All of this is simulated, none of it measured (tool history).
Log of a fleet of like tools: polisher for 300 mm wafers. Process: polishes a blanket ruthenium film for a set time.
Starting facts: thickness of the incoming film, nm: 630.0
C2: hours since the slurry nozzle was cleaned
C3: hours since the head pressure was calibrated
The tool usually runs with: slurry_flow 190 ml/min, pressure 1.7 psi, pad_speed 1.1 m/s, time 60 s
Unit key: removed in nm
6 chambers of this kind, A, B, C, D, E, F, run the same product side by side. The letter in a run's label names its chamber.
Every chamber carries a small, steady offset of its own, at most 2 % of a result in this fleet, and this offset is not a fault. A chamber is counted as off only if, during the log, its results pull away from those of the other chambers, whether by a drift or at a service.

-- hour=4.2 chamber A: worn pad replaced by a new one
run 1A hour=9.3 | slurry_flow=190 pressure=1.7 pad_speed=1.1 time=60 | wafers_polished_on_this_pad=58 C2=588.1 C3=177.4 | removed=54.91
run 2C hour=20.8 | slurry_flow=190 pressure=1.7 pad_speed=1.1 time=60 | wafers_polished_on_this_pad=452 C2=284.1 C3=440.1 | removed=54.982
run 3E hour=30.6 | slurry_flow=190 pressure=1.7 pad_speed=1.1 time=60 | wafers_polished_on_this_pad=427 C2=199.5 C3=529.8 | removed=54.235
run 4B hour=41.6 | slurry_flow=190 pressure=1.7 pad_speed=1.1 time=60 | wafers_polished_on_this_pad=912 C2=70.9 C3=1059.2 | removed=55.113
-- hour=43.1 chamber F: worn pad replaced by a new one
run 5D hour=47.1 | slurry_flow=190 pressure=1.7 pad_speed=1.1 time=60 | wafers_polished_on_this_pad=1183 C2=59.9 C3=104.2 | removed=55.791
-- hour=52.9 chamber C: worn pad replaced by a new one
-- hour=57.6 chamber D: worn pad replaced by a new one
run 6F hour=57.9 | slurry_flow=190 pressure=1.7 pad_speed=1.1 time=60 | wafers_polished_on_this_pad=171 C2=202.1 C3=102.8 | removed=53.643
run 7D hour=65.9 | slurry_flow=190 pressure=1.7 pad_speed=1.1 time=60 | wafers_polished_on_this_pad=96 C2=78.7 C3=123 | removed=56.193
-- hour=67.5 chamber B: worn pad replaced by a new one
run 8E hour=75 | slurry_flow=190 pressure=1.7 pad_speed=1.1 time=60 | wafers_polished_on_this_pad=940 C2=243.9 C3=574.2 | removed=54.996
run 9B hour=87.2 | slurry_flow=190 pressure=1.7 pad_speed=1.1 time=60 | wafers_polished_on_this_pad=228 C2=116.5 C3=1104.8 | removed=54.236
run 10F hour=98.1 | slurry_flow=190 pressure=1.7 pad_speed=1.1 time=60 | wafers_polished_on_this_pad=635 C2=242.3 C3=143 | removed=54.243
-- hour=102 chamber E: worn pad replaced by a new one
run 11A hour=107.7 | slurry_flow=190 pressure=1.7 pad_speed=1.1 time=60 | wafers_polished_on_this_pad=1194 C2=686.5 C3=275.8 | removed=54.64
run 12C hour=117.9 | slurry_flow=190 pressure=1.7 pad_speed=1.1 time=60 | wafers_polished_on_this_pad=751 C2=381.2 C3=537.2 | removed=54.082
-- hour=119.6 chamber C: worn pad replaced by a new one
run 13C hour=128 | slurry_flow=190 pressure=1.7 pad_speed=1.1 time=60 | wafers_polished_on_this_pad=97 C2=391.3 C3=547.3 | removed=54.475
-- hour=134.2 chamber C: slurry nozzle cleaned
run 14A hour=135.9 | slurry_flow=190 pressure=1.7 pad_speed=1.1 time=60 | wafers_polished_on_this_pad=1520 C2=714.7 C3=304 | removed=55.369
-- hour=140 chamber A: worn pad replaced by a new one
-- hour=144.6 chamber F: worn pad replaced by a new one
run 15D hour=147 | slurry_flow=160 pressure=1.7 pad_speed=1.1 time=60 | wafers_polished_on_this_pad=1032 C2=159.8 C3=204.1 | removed=54.999
run 16B hour=155.1 | slurry_flow=160 pressure=1.7 pad_speed=1.1 time=60 | wafers_polished_on_this_pad=1011 C2=184.4 C3=1172.7 | removed=53.331
-- hour=164.1 chamber D: worn pad replaced by a new one
run 17F hour=166.2 | slurry_flow=160 pressure=1.7 pad_speed=1.1 time=60 | wafers_polished_on_this_pad=249 C2=310.4 C3=211.1 | removed=52.294
run 18E hour=176.5 | slurry_flow=160 pressure=1.7 pad_speed=1.1 time=60 | wafers_polished_on_this_pad=860 C2=345.4 C3=675.7 | removed=53.213
-- hour=177.4 chamber A: slurry nozzle cleaned
run 19F hour=182.9 | slurry_flow=160 pressure=1.7 pad_speed=1.1 time=60 | wafers_polished_on_this_pad=442 C2=327.1 C3=227.8 | removed=52.795
run 20C hour=191.1 | slurry_flow=160 pressure=1.7 pad_speed=1.1 time=60 | wafers_polished_on_this_pad=825 C2=56.9 C3=610.4 | removed=53.061
-- hour=195.2 chamber C: worn pad replaced by a new one
-- hour=195.7 chamber B: worn pad replaced by a new one
run 21B hour=201.3 | slurry_flow=190 pressure=1.7 pad_speed=1.1 time=60 | wafers_polished_on_this_pad=65 C2=230.6 C3=1218.9 | removed=54.718
-- hour=207.3 chamber E: worn pad replaced by a new one
run 22A hour=212.5 | slurry_flow=190 pressure=1.7 pad_speed=1.1 time=60 | wafers_polished_on_this_pad=837 C2=35.2 C3=380.6 | removed=54.913
-- hour=224.1 chamber F: slurry nozzle cleaned
run 23D hour=224.8 | slurry_flow=190 pressure=1.7 pad_speed=1.1 time=60 | wafers_polished_on_this_pad=701 C2=237.6 C3=281.9 | removed=55.807
run 24E hour=237 | slurry_flow=190 pressure=1.7 pad_speed=1.1 time=60 | wafers_polished_on_this_pad=342 C2=405.9 C3=736.2 | removed=55.089
run 25C hour=242.6 | slurry_flow=190 pressure=1.7 pad_speed=1.1 time=60 | wafers_polished_on_this_pad=548 C2=108.4 C3=661.9 | removed=54.054
run 26D hour=248.3 | slurry_flow=190 pressure=1.7 pad_speed=1.1 time=60 | wafers_polished_on_this_pad=972 C2=261.1 C3=305.4 | removed=55.095
-- hour=251.3 chamber F: worn pad replaced by a new one
-- hour=258.1 chamber C: head pressure recalibrated
run 27B hour=259.8 | slurry_flow=190 pressure=1.7 pad_speed=1.1 time=60 | wafers_polished_on_this_pad=740 C2=289.1 C3=1277.4 | removed=55.847
-- hour=265.6 chamber A: worn pad replaced by a new one
-- hour=269.1 chamber B: head pressure recalibrated
run 28F hour=269.5 | slurry_flow=190 pressure=1.7 pad_speed=0.98 time=45 | wafers_polished_on_this_pad=211 C2=45.5 C3=314.4 | removed=36.42
run 29A hour=277 | slurry_flow=190 pressure=1.7 pad_speed=0.98 time=45 | wafers_polished_on_this_pad=131 C2=99.7 C3=445.1 | removed=36.463
-- hour=277.7 chamber D: worn pad replaced by a new one
-- hour=277.7 chamber C: worn pad replaced by a new one
run 30E hour=285.2 | slurry_flow=190 pressure=1.7 pad_speed=0.98 time=45 | wafers_polished_on_this_pad=899 C2=454.1 C3=784.4 | removed=36.402
-- hour=289.4 chamber D: head pressure recalibrated
run 31D hour=291.9 | slurry_flow=190 pressure=1.7 pad_speed=0.98 time=45 | wafers_polished_on_this_pad=164 C2=304.7 C3=2.6 | removed=37.557
run 32A hour=297.7 | slurry_flow=190 pressure=1.7 pad_speed=0.98 time=45 | wafers_polished_on_this_pad=370 C2=120.4 C3=465.8 | removed=36.706
run 33F hour=306.2 | slurry_flow=190 pressure=1.7 pad_speed=0.98 time=45 | wafers_polished_on_this_pad=634 C2=82.2 C3=351.1 | removed=36.32
run 34C hour=318.1 | slurry_flow=190 pressure=1.7 pad_speed=1.1 time=60 | wafers_polished_on_this_pad=467 C2=183.9 C3=60.1 | removed=54.281
-- hour=321.1 chamber B: worn pad replaced by a new one
-- hour=326.4 chamber E: worn pad replaced by a new one
run 35B hour=330.6 | slurry_flow=190 pressure=1.7 pad_speed=1.1 time=60 | wafers_polished_on_this_pad=110 C2=359.9 C3=61.5 | removed=54.357
run 36E hour=337 | slurry_flow=190 pressure=1.7 pad_speed=1.1 time=60 | wafers_polished_on_this_pad=122 C2=505.9 C3=836.2 | removed=54.886
run 37E hour=343.6 | slurry_flow=190 pressure=1.7 pad_speed=1.1 time=60 | wafers_polished_on_this_pad=198 C2=512.5 C3=842.8 | removed=54.816
run 38A hour=354.1 | slurry_flow=190 pressure=1.7 pad_speed=1.1 time=60 | wafers_polished_on_this_pad=1021 C2=176.8 C3=522.2 | removed=55.644
run 39F hour=365.3 | slurry_flow=190 pressure=1.7 pad_speed=1.1 time=60 | wafers_polished_on_this_pad=1317 C2=141.3 C3=410.2 | removed=54.692

What goes on in this fleet: one chamber off, a drifting gauge, or nothing beyond the chambers' own small offsets? Name the chamber and the cause, if any.

Nothing is wrong: each chamber keeps only its own small, steady offset and the gauge holds still.

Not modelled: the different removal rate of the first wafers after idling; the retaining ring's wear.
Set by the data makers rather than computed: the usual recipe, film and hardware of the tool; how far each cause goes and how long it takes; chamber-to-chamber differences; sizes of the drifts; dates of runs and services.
